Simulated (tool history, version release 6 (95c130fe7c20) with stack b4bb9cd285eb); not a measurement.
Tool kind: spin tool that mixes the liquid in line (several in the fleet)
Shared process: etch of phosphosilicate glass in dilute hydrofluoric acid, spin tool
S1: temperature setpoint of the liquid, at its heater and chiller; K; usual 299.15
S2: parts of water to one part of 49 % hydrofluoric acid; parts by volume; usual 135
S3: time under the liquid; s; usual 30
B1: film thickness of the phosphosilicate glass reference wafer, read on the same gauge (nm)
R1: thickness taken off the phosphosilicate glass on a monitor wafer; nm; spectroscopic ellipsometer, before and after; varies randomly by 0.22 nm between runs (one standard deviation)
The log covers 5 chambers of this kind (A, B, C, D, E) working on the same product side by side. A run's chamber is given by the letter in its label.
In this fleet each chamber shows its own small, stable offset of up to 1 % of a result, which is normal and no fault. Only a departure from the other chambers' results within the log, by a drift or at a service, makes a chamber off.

run	hour	S1	S2	S3	B1	R1
1B	4.5	299.15	135	30	70.01	22.012
2A	11.4	299.15	135	30	70.026	22.185
3E	18.5	299.15	135	30	70.035	21.927
# hour 22.5: chamber A: hydrofluoric acid flow meter replaced
4C	25.5	299.15	135	30	70.008	22.166
5D	30.7	299.15	135	30	69.972	21.93
6D	37.4	299.15	135	30	69.991	22.438
7A	44.9	299.15	135	30	69.986	21.673
8E	50	299.15	135	30	70.018	22.171
9B	54.1	299.15	135	30	69.988	22.302
10C	59.3	299.15	135	30	69.982	22.262
11C	65.4	299.15	135	30	69.987	21.755
12D	69.9	299.15	135	30	69.987	22.125
13A	74.9	299.15	135	30	70.001	21.979
14E	79.6	299.15	135	30	69.99	21.854
15B	86.2	299.15	135	30	69.995	22.201
16A	90	299.15	135	30	70.001	22.086
17C	94.5	299.15	135	30	69.983	21.841
18D	98.3	299.15	135	30	70.019	21.872
# hour 99.3: chamber B: thermometer replaced
19B	105.7	299.15	135	30	70.007	22.11
20E	109.6	299.15	135	30	70.013	22.214
21A	116.3	299.15	135	30	69.983	21.94
22D	119.9	299.15	135	30	69.965	21.716
23E	126.6	299.15	135	30	70.005	22.38
24B	133.8	299.15	135	30	69.977	21.847
25C	138.5	299.15	135	30	69.998	21.686
26E	145.6	299.15	135	30	70.004	21.909
27A	151.8	299.15	135	30	69.997	21.884
28B	157.6	299.15	135	30	69.998	22.208
29C	161.6	299.15	135	30	69.984	21.824
30D	165.8	294.15	135	45	69.984	26.918
31C	172.8	294.15	135	45	70.004	27.043
32B	179.5	294.15	135	45	69.982	27.349

All chambers now run identical settings, listed one chamber a line with results as question marks. What results will each chamber show?
33A	185.3	299.15	135	30		?
33B	185.3	299.15	135	30		?
33C	185.3	299.15	135	30		?
33D	185.3	299.15	135	30		?
33E	185.3	299.15	135	30		?

run	R1
33A	21.879
33B	22.053
33C	22.063
33D	22.223
33E	22.19
